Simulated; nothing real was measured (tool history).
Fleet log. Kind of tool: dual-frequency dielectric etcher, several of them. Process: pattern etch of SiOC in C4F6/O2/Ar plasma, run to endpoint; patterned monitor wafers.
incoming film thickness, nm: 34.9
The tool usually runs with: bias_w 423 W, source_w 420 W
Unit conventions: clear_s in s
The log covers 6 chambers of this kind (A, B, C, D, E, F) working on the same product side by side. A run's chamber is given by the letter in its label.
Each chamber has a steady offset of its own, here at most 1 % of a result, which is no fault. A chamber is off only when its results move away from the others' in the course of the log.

run 1D hour=7.9 | bias_w=423 source_w=420 | clear_s=12.302
run 2B hour=16.1 | bias_w=423 source_w=420 | clear_s=12.486
run 3E hour=22.1 | bias_w=423 source_w=420 | clear_s=12.292
run 4C hour=27.1 | bias_w=423 source_w=420 | clear_s=12.135
-- hour=31.0 chamber D: bias power generator calibrated
run 5A hour=34.9 | bias_w=423 source_w=450 | clear_s=11.911
run 6F hour=40.6 | bias_w=423 source_w=450 | clear_s=11.935
run 7A hour=46.6 | bias_w=423 source_w=450 | clear_s=11.973
run 8C hour=53.3 | bias_w=423 source_w=450 | clear_s=11.845
run 9E hour=59.9 | bias_w=423 source_w=450 | clear_s=11.884
run 10B hour=64.8 | bias_w=423 source_w=450 | clear_s=12.103
run 11F hour=71.9 | bias_w=423 source_w=420 | clear_s=12.221
run 12D hour=77.5 | bias_w=423 source_w=420 | clear_s=12.327
run 13F hour=83.5 | bias_w=507 source_w=360 | clear_s=12.155
run 14D hour=88.4 | bias_w=507 source_w=360 | clear_s=12.178
run 15C hour=95.0 | bias_w=507 source_w=360 | clear_s=12.181
run 16E hour=102.7 | bias_w=507 source_w=360 | clear_s=12.216
run 17A hour=110.0 | bias_w=507 source_w=360 | clear_s=12.177
run 18B hour=115.0 | bias_w=507 source_w=360 | clear_s=12.314
run 19D hour=122.6 | bias_w=423 source_w=420 | clear_s=12.098
run 20C hour=127.4 | bias_w=455 source_w=420 | clear_s=11.895
run 21E hour=132.7 | bias_w=455 source_w=420 | clear_s=12.110
run 22A hour=137.2 | bias_w=455 source_w=420 | clear_s=11.939
run 23F hour=142.4 | bias_w=455 source_w=420 | clear_s=11.943
run 24B hour=149.4 | bias_w=455 source_w=420 | clear_s=11.992
run 25C hour=154.9 | bias_w=455 source_w=420 | clear_s=11.865
-- hour=159.5 chamber F: wet clean of the chamber
run 26D hour=163.3 | bias_w=423 source_w=420 | clear_s=12.251
run 27E hour=171.2 | bias_w=423 source_w=420 | clear_s=12.252
-- hour=171.7 chamber A: wet clean of the chamber
run 28F hour=176.1 | bias_w=423 source_w=420 | clear_s=12.248
run 29A hour=184.1 | bias_w=423 source_w=420 | clear_s=12.323
run 30B hour=190.3 | bias_w=423 source_w=420 | clear_s=12.250
run 31B hour=195.0 | bias_w=423 source_w=420 | clear_s=12.451
run 32A hour=203.9 | bias_w=423 source_w=420 | clear_s=12.333
run 33F hour=211.7 | bias_w=505 source_w=420 | clear_s=11.402
run 34C hour=216.9 | bias_w=505 source_w=420 | clear_s=11.517
run 35E hour=224.9 | bias_w=505 source_w=420 | clear_s=11.566
run 36D hour=229.0 | bias_w=505 source_w=420 | clear_s=11.590

Which is it: a chamber that has drifted or been left off by a service, a gauge drift common to all chambers, or only each chamber's usual small offset? If a chamber is off, name it and its likeliest cause.

Nothing is wrong: each chamber keeps only its own small, steady offset and the gauge holds still.
